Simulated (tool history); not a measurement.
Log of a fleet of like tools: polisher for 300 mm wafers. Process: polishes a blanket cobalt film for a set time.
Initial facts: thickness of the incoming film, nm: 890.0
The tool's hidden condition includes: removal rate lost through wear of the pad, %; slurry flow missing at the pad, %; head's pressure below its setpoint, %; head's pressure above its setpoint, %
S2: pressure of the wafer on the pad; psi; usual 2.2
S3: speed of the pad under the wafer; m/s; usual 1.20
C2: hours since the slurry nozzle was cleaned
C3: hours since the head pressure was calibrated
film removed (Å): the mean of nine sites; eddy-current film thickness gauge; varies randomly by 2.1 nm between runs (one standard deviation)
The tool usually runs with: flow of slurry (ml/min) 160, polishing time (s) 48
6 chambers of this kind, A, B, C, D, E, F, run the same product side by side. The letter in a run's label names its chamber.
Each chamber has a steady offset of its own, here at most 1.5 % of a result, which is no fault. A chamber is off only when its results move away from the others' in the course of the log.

At day 0.021: chamber E: worn pad replaced by a new one.
Run 1E, day 0.629: usual settings; wafers polished on this pad 193; C2 456.0; C3 286.0. Result: film removed (Å) 3149.9.
Run 2B, day 0.933: usual settings; wafers polished on this pad 754; C2 110.2; C3 98.4. Result: film removed (Å) 3129.2.
At day 0.983: chamber C: worn pad replaced by a new one.
Run 3C, day 1.446: usual settings; wafers polished on this pad 147; C2 459.3; C3 355.5. Result: film removed (Å) 3210.7.
Run 4D, day 1.750: usual settings; wafers polished on this pad 968; C2 415.8; C3 516.1. Result: film removed (Å) 3169.0.
At day 2.271: chamber B: worn pad replaced by a new one.
Run 5A, day 2.283: usual settings; wafers polished on this pad 917; C2 150.6; C3 420.1. Result: film removed (Å) 3113.5.
At day 2.512: chamber D: worn pad replaced by a new one.
At day 2.671: chamber F: worn pad replaced by a new one.
At day 2.796: chamber A: worn pad replaced by a new one.
Run 6F, day 2.908: usual settings; wafers polished on this pad 76; C2 388.1; C3 428.8. Result: film removed (Å) 3148.6.
Run 7E, day 3.512: usual settings; wafers polished on this pad 1107; C2 525.2; C3 355.2. Result: film removed (Å) 3119.6.
At day 3.779: chamber E: worn pad replaced by a new one.
Run 8D, day 4.058: usual settings; wafers polished on this pad 490; C2 471.2; C3 571.5. Result: film removed (Å) 3167.4.
Run 9C, day 4.575: usual settings but S2 1.8 psi, polishing time (s) 42; wafers polished on this pad 1140; C2 534.4; C3 430.6. Result: film removed (Å) 2250.2.
At day 4.800: chamber C: worn pad replaced by a new one.
Run 10F, day 5.167: usual settings but S2 1.8 psi, polishing time (s) 42; wafers polished on this pad 792; C2 442.3; C3 483.0. Result: film removed (Å) 2228.4.
At day 5.417: chamber B: worn pad replaced by a new one.
Run 11A, day 5.542: usual settings but S2 1.8 psi, polishing time (s) 42; wafers polished on this pad 870; C2 228.8; C3 498.3. Result: film removed (Å) 2255.2.
At day 5.733: chamber D: worn pad replaced by a new one.
At day 6.008: chamber A: worn pad replaced by a new one.
Run 12B, day 6.046: usual settings but S2 1.8 psi, polishing time (s) 42; wafers polished on this pad 200; C2 232.9; C3 221.1. Result: film removed (Å) 2257.8.
At day 6.221: chamber F: worn pad replaced by a new one.
Run 13A, day 6.371: usual settings but S2 1.8 psi, polishing time (s) 42; wafers polished on this pad 115; C2 248.7; C3 518.2. Result: film removed (Å) 2243.7.
Run 14D, day 6.733: usual settings but S2 1.8 psi, polishing time (s) 42; wafers polished on this pad 317; C2 535.4; C3 635.7. Result: film removed (Å) 2251.2.
At day 7.208: chamber E: worn pad replaced by a new one.
Run 15C, day 7.267: usual settings; wafers polished on this pad 783; C2 599.0; C3 495.2. Result: film removed (Å) 3176.4.
At day 7.421: chamber C: slurry nozzle cleaned.
Run 16B, day 7.854: usual settings; wafers polished on this pad 773; C2 276.3; C3 264.5. Result: film removed (Å) 3177.6.
Run 17E, day 8.371: usual settings; wafers polished on this pad 369; C2 641.8; C3 471.8. Result: film removed (Å) 3154.4.
At day 8.583: chamber D: slurry nozzle cleaned.
At day 8.600: chamber C: worn pad replaced by a new one.
At day 8.750: chamber B: worn pad replaced by a new one.
At day 8.888: chamber A: head pressure recalibrated.
Run 18F, day 8.971: usual settings; wafers polished on this pad 873; C2 533.6; C3 574.3. Result: film removed (Å) 3136.6.
At day 9.046: chamber A: worn pad replaced by a new one.
Run 19A, day 9.354: usual settings; wafers polished on this pad 98; C2 320.3; C3 11.2. Result: film removed (Å) 3140.6.
At day 9.442: chamber D: worn pad replaced by a new one.
Run 20D, day 9.679: usual settings; wafers polished on this pad 76; C2 26.3; C3 706.4. Result: film removed (Å) 3152.3.
At day 9.962: chamber F: worn pad replaced by a new one.
Run 21B, day 10.188: usual settings but S2 1.5 psi, S3 1.46 m/s; wafers polished on this pad 456; C2 332.3; C3 320.5. Result: film removed (Å) 2594.4.
Run 22C, day 10.708: usual settings but S2 1.5 psi, S3 1.46 m/s; wafers polished on this pad 669; C2 78.9; C3 577.8. Result: film removed (Å) 2670.3.
At day 10.767: chamber A: slurry nozzle cleaned.
At day 11.000: chamber E: worn pad replaced by a new one.
Run 23E, day 11.296: usual settings but S2 1.5 psi, S3 1.46 m/s; wafers polished on this pad 94; C2 712.0; C3 542.0. Result: film removed (Å) 2606.7.
Run 24F, day 11.696: usual settings but S2 1.5 psi, S3 1.46 m/s; wafers polished on this pad 550; C2 599.0; C3 639.7. Result: film removed (Å) 2700.6.
At day 11.896: chamber B: worn pad replaced by a new one.
Run 25F, day 12.004: usual settings but S2 1.5 psi, S3 1.46 m/s; wafers polished on this pad 648; C2 606.4; C3 647.1. Result: film removed (Å) 2683.7.
At day 12.100: chamber A: worn pad replaced by a new one.
At day 12.362: chamber C: worn pad replaced by a new one.
At day 12.500: chamber D: worn pad replaced by a new one.
Run 26A, day 12.596: usual settings but S2 1.5 psi, S3 1.46 m/s; wafers polished on this pad 158; C2 44.0; C3 89.0. Result: film removed (Å) 2586.6.
Run 27D, day 13.200: usual settings; wafers polished on this pad 223; C2 110.8; C3 790.9. Result: film removed (Å) 3139.1.
At day 13.575: chamber F: worn pad replaced by a new one.
Run 28C, day 13.767: usual settings; wafers polished on this pad 445; C2 152.3; C3 651.2. Result: film removed (Å) 3162.2.
At day 13.975: chamber F: slurry nozzle cleaned.
Run 29B, day 14.142: usual settings; wafers polished on this pad 712; C2 427.2; C3 415.4. Result: film removed (Å) 3175.6.
At day 14.262: chamber E: worn pad replaced by a new one.
Run 30E, day 14.762: usual settings; wafers polished on this pad 158; C2 795.2; C3 625.2. Result: film removed (Å) 3128.2.
Run 31B, day 15.117: usual settings; wafers polished on this pad 1021; C2 450.6; C3 438.8. Result: film removed (Å) 3103.5.
At day 15.271: chamber A: worn pad replaced by a new one.
At day 15.504: chamber D: worn pad replaced by a new one.
Run 32F, day 15.696: usual settings but flow of slurry (ml/min) 110, S2 2.6 psi; wafers polished on this pad 672; C2 41.3; C3 735.7. Result: film removed (Å) 3707.1.
Run 33E, day 16.158: usual settings but flow of slurry (ml/min) 110, S2 2.6 psi; wafers polished on this pad 601; C2 828.7; C3 658.7. Result: film removed (Å) 3424.5.
Run 34C, day 16.567: usual settings but flow of slurry (ml/min) 110, S2 2.6 psi; wafers polished on this pad 1333; C2 219.5; C3 718.4. Result: film removed (Å) 3482.0.
Run 35A, day 16.925: usual settings but flow of slurry (ml/min) 110, S2 2.6 psi; wafers polished on this pad 524; C2 147.9; C3 192.9. Result: film removed (Å) 3419.4.
Run 36D, day 17.504: usual settings but flow of slurry (ml/min) 110, S2 2.6 psi; wafers polished on this pad 634; C2 214.1; C3 894.2. Result: film removed (Å) 3521.8.

Next, every chamber runs the same settings. What will each give?
Run 37A, day 17.967: usual settings but S3 1.50 m/s. Result: film removed (Å) ?.
Run 37B, day 17.967: usual settings but S3 1.50 m/s. Result: film removed (Å) ?.
Run 37C, day 17.967: usual settings but S3 1.50 m/s. Result: film removed (Å) ?.
Run 37D, day 17.967: usual settings but S3 1.50 m/s. Result: film removed (Å) ?.
Run 37E, day 17.967: usual settings but S3 1.50 m/s. Result: film removed (Å) ?.
Run 37F, day 17.967: usual settings but S3 1.50 m/s. Result: film removed (Å) ?.

run  film removed (Å)
37A            3952.3
37B            3959.6
37C            3973.4
37D            3898.9
37E            3881.9
37F            4255.0

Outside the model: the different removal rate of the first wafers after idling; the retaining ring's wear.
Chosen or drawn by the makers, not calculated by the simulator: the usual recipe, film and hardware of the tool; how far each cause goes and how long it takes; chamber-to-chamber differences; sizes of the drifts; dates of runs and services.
